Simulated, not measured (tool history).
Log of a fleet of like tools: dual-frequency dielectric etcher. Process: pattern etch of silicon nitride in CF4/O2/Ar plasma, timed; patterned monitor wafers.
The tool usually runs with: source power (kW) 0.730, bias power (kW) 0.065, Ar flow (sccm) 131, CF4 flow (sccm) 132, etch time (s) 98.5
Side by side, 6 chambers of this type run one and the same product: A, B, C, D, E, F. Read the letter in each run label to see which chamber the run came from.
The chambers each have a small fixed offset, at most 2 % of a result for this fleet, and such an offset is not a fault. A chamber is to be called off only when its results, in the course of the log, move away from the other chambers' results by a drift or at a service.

| run | day | source power (kW) | bias power (kW) | Ar flow (sccm) | CF4 flow (sccm) | etch time (s) | read-back reference wafer on the same gauge, depth_nm | mean etch depth across the wafer (Å) |
|---|---|---|---|---|---|---|---|---|
| 1D | 0.108 | 0.730 | 0.065 | 131 | 132 | 98.5 | 293.99 | 2866.5 |
| 2F | 0.279 | 0.730 | 0.065 | 131 | 132 | 98.5 | 294.14 | 2889.6 |
| 3E | 0.404 | 0.730 | 0.065 | 131 | 132 | 98.5 | 293.49 | 2881.4 |
| 4B | 0.600 | 0.730 | 0.065 | 131 | 132 | 98.5 | 294.00 | 2877.8 |
| 5C | 0.800 | 0.730 | 0.065 | 131 | 132 | 98.5 | 293.28 | 2843.9 |
| 6A | 1.050 | 0.730 | 0.065 | 131 | 132 | 98.5 | 294.15 | 2933.4 |
| 7E | 1.175 | 0.730 | 0.065 | 131 | 132 | 98.5 | 293.88 | 2885.9 |
| 8D | 1.417 | 0.730 | 0.056 | 131 | 132 | 87.0 | 294.11 | 2386.3 |
| 9A | 1.571 | 0.730 | 0.056 | 131 | 132 | 87.0 | 294.11 | 2463.1 |
| 10C | 1.796 | 0.730 | 0.056 | 131 | 132 | 87.0 | 293.54 | 2368.3 |
| 11B | 1.938 | 0.730 | 0.056 | 131 | 132 | 87.0 | 293.91 | 2398.8 |
| 12F | 2.067 | 0.730 | 0.056 | 131 | 132 | 87.0 | 293.86 | 2414.1 |
| 13F | 2.312 | 0.730 | 0.056 | 131 | 132 | 87.0 | 294.06 | 2404.0 |
| 14D | 2.483 | 0.730 | 0.065 | 131 | 132 | 98.5 | 293.70 | 2835.0 |
| 15E | 2.633 | 0.730 | 0.065 | 131 | 132 | 98.5 | 293.97 | 2868.3 |
| 16C | 2.779 | 0.730 | 0.065 | 131 | 132 | 98.5 | 294.32 | 2866.6 |
| 17A | 2.912 | 0.730 | 0.065 | 131 | 132 | 98.5 | 293.86 | 2944.4 |
| 18B | 3.038 | 0.730 | 0.065 | 131 | 132 | 98.5 | 293.75 | 2864.0 |
|  | 3.100 | chamber C: wet clean of the chamber |
| 19F | 3.204 | 0.730 | 0.054 | 131 | 132 | 76.5 | 294.30 | 2083.6 |
| 20A | 3.354 | 0.730 | 0.054 | 131 | 132 | 76.5 | 293.57 | 2107.8 |
|  | 3.483 | chamber A: wet clean of the chamber |
| 21D | 3.550 | 0.730 | 0.054 | 131 | 132 | 76.5 | 293.83 | 2063.2 |
| 22C | 3.712 | 0.730 | 0.054 | 131 | 132 | 76.5 | 293.90 | 2050.8 |
| 23B | 3.850 | 0.730 | 0.054 | 131 | 132 | 76.5 | 293.88 | 2076.6 |
| 24E | 4.029 | 0.730 | 0.054 | 131 | 132 | 76.5 | 294.37 | 2080.8 |
| 25F | 4.142 | 0.730 | 0.073 | 131 | 105 | 98.5 | 293.67 | 2926.9 |
| 26E | 4.338 | 0.730 | 0.073 | 131 | 105 | 98.5 | 294.01 | 2912.5 |
| 27D | 4.471 | 0.730 | 0.073 | 131 | 105 | 98.5 | 294.07 | 2876.7 |
| 28B | 4.658 | 0.730 | 0.073 | 131 | 105 | 98.5 | 294.15 | 2925.4 |
| 29A | 4.892 | 0.730 | 0.073 | 131 | 105 | 98.5 | 294.15 | 2952.9 |
| 30C | 5.100 | 0.730 | 0.073 | 131 | 105 | 98.5 | 293.87 | 2923.3 |
| 31D | 5.271 | 0.730 | 0.065 | 131 | 132 | 98.5 | 294.01 | 2864.6 |
| 32A | 5.512 | 0.730 | 0.065 | 131 | 132 | 98.5 | 294.16 | 2955.5 |
| 33C | 5.725 | 0.730 | 0.065 | 131 | 132 | 98.5 | 294.07 | 2880.0 |
| 34F | 5.912 | 0.730 | 0.065 | 131 | 132 | 98.5 | 293.89 | 2861.2 |
| 35E | 6.038 | 0.730 | 0.065 | 131 | 132 | 98.5 | 294.23 | 2872.9 |
| 36B | 6.250 | 0.730 | 0.073 | 131 | 112 | 98.5 | 293.61 | 2926.9 |
| 37F | 6.371 | 0.730 | 0.073 | 131 | 112 | 98.5 | 294.11 | 2942.6 |
| 38D | 6.621 | 0.730 | 0.073 | 131 | 112 | 98.5 | 294.13 | 2916.2 |
| 39A | 6.775 | 0.730 | 0.073 | 131 | 112 | 98.5 | 294.30 | 3010.6 |

All chambers now run identical settings, listed one chamber a line with results as question marks. What results will each chamber show?
| 40A | 6.958 | 0.730 | 0.065 | 131 | 132 | 98.5 |  | ? |
| 40B | 6.958 | 0.730 | 0.065 | 131 | 132 | 98.5 |  | ? |
| 40C | 6.958 | 0.730 | 0.065 | 131 | 132 | 98.5 |  | ? |
| 40D | 6.958 | 0.730 | 0.065 | 131 | 132 | 98.5 |  | ? |
| 40E | 6.958 | 0.730 | 0.065 | 131 | 132 | 98.5 |  | ? |
| 40F | 6.958 | 0.730 | 0.065 | 131 | 132 | 98.5 |  | ? |

| run | mean etch depth across the wafer (Å) |
|---|---|
| 40A | 2918.7 |
| 40B | 2901.9 |
| 40C | 2840.1 |
| 40D | 2845.1 |
| 40E | 2864.3 |
| 40F | 2876.8 |

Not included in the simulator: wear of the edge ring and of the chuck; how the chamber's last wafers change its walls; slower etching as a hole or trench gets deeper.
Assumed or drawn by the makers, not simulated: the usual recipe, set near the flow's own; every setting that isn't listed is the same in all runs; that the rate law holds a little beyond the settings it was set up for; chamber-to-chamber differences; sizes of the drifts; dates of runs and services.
